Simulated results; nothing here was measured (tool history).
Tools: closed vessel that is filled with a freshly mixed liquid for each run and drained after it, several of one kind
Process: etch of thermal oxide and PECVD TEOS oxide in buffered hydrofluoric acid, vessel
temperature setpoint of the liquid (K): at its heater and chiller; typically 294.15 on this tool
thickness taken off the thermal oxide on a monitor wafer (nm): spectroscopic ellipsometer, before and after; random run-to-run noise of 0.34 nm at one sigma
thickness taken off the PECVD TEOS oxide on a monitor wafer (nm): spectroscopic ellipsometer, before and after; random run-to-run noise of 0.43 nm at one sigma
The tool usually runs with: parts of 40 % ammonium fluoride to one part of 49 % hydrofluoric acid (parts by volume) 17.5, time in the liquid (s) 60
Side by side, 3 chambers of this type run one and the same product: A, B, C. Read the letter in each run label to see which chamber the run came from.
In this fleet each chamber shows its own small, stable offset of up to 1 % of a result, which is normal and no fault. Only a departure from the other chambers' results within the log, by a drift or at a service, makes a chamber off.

| run | day | temperature setpoint of the liquid (K) | parts of 40 % ammonium fluoride to one part of 49 % hydrofluoric acid (parts by volume) | time in the liquid (s) | read-back film thickness of the thermal oxide reference wafer, read on the same gauge (nm) | read-back film thickness of the PECVD TEOS oxide reference wafer, read on the same gauge (nm) | thickness taken off the thermal oxide on a monitor wafer (nm) | thickness taken off the PECVD TEOS oxide on a monitor wafer (nm) |
|---|---|---|---|---|---|---|---|---|
| 1A | 0.438 | 294.15 | 17.5 | 60 | 130.00 | 129.99 | 34.044 | 53.273 |
| 2C | 1.054 | 294.15 | 17.5 | 60 | 130.02 | 130.07 | 34.501 | 53.475 |
| 3B | 1.700 | 294.15 | 17.5 | 60 | 130.00 | 130.01 | 34.203 | 53.073 |
| 4A | 2.004 | 294.15 | 17.5 | 60 | 129.98 | 129.99 | 34.679 | 53.427 |
| 5C | 2.433 | 294.15 | 17.5 | 60 | 130.00 | 130.03 | 33.931 | 52.668 |
| 6B | 2.942 | 294.15 | 17.5 | 60 | 130.02 | 129.99 | 34.259 | 53.833 |
| 7B | 3.308 | 294.15 | 17.5 | 60 | 129.97 | 129.97 | 34.616 | 54.288 |
| 8A | 3.875 | 294.15 | 17.5 | 40 | 129.99 | 130.01 | 23.275 | 35.616 |
| 9C | 4.242 | 294.15 | 17.5 | 40 | 129.97 | 129.96 | 22.519 | 34.858 |
| 10C | 4.550 | 294.15 | 17.5 | 40 | 130.02 | 130.05 | 22.388 | 34.676 |
| 11B | 5.008 | 294.15 | 17.5 | 60 | 129.98 | 130.00 | 34.172 | 52.868 |
| 12A | 5.600 | 294.15 | 17.5 | 60 | 130.00 | 129.96 | 34.488 | 53.367 |
| 13A | 5.992 | 294.15 | 17.5 | 75 | 129.99 | 130.01 | 43.049 | 67.229 |
| 14C | 6.312 | 294.15 | 17.5 | 75 | 130.01 | 130.02 | 40.709 | 63.891 |
| 15B | 6.800 | 294.15 | 17.5 | 75 | 130.01 | 130.03 | 43.623 | 67.395 |
| 16B | 7.317 | 294.15 | 17.5 | 60 | 130.00 | 130.02 | 33.603 | 53.608 |
| 17A | 7.754 | 294.15 | 17.5 | 60 | 129.97 | 129.99 | 34.522 | 53.707 |
| 18C | 8.204 | 294.15 | 17.5 | 30 | 130.02 | 130.01 | 15.959 | 25.071 |
| 19A | 8.579 | 294.15 | 17.5 | 30 | 130.01 | 129.99 | 17.310 | 26.533 |
| 20B | 9.133 | 294.15 | 17.5 | 30 | 130.00 | 130.01 | 17.202 | 26.872 |
| 21C | 9.567 | 294.15 | 17.5 | 60 | 130.01 | 130.00 | 31.833 | 49.999 |
| 22C | 10.012 | 294.15 | 17.5 | 60 | 129.98 | 130.04 | 32.372 | 48.687 |
| 23B | 10.654 | 294.15 | 17.5 | 60 | 130.01 | 130.02 | 34.358 | 52.877 |
| 24A | 11.038 | 294.15 | 17.5 | 60 | 129.99 | 129.98 | 34.550 | 53.470 |
|  | 11.438 | chamber B: thermometer replaced |
| 25C | 11.662 | 294.15 | 17.5 | 60 | 130.01 | 129.99 | 31.114 | 47.866 |
| 26A | 12.104 | 296.65 | 17.5 | 35 | 129.98 | 129.99 | 23.149 | 35.786 |
| 27B | 12.471 | 296.65 | 17.5 | 35 | 130.02 | 129.96 | 22.805 | 36.237 |
| 28C | 12.992 | 296.65 | 17.5 | 35 | 130.00 | 129.99 | 20.507 | 31.703 |
| 29B | 13.317 | 294.15 | 14.0 | 90 | 129.97 | 129.94 | 63.640 | 100.350 |
| 30A | 13.617 | 294.15 | 14.0 | 90 | 130.00 | 130.01 | 64.497 | 99.125 |

For the next run the whole fleet of 3 chambers uses the same settings. Give each chamber's results:
| 31A | 14.079 | 294.15 | 17.5 | 60 |  |  | ? | ? |
| 31B | 14.079 | 294.15 | 17.5 | 60 |  |  | ? | ? |
| 31C | 14.079 | 294.15 | 17.5 | 60 |  |  | ? | ? |

| run | thickness taken off the thermal oxide on a monitor wafer (nm) | thickness taken off the PECVD TEOS oxide on a monitor wafer (nm) |
|---|---|---|
| 31A | 34.527 | 53.242 |
| 31B | 34.028 | 54.391 |
| 31C | 29.942 | 45.965 |
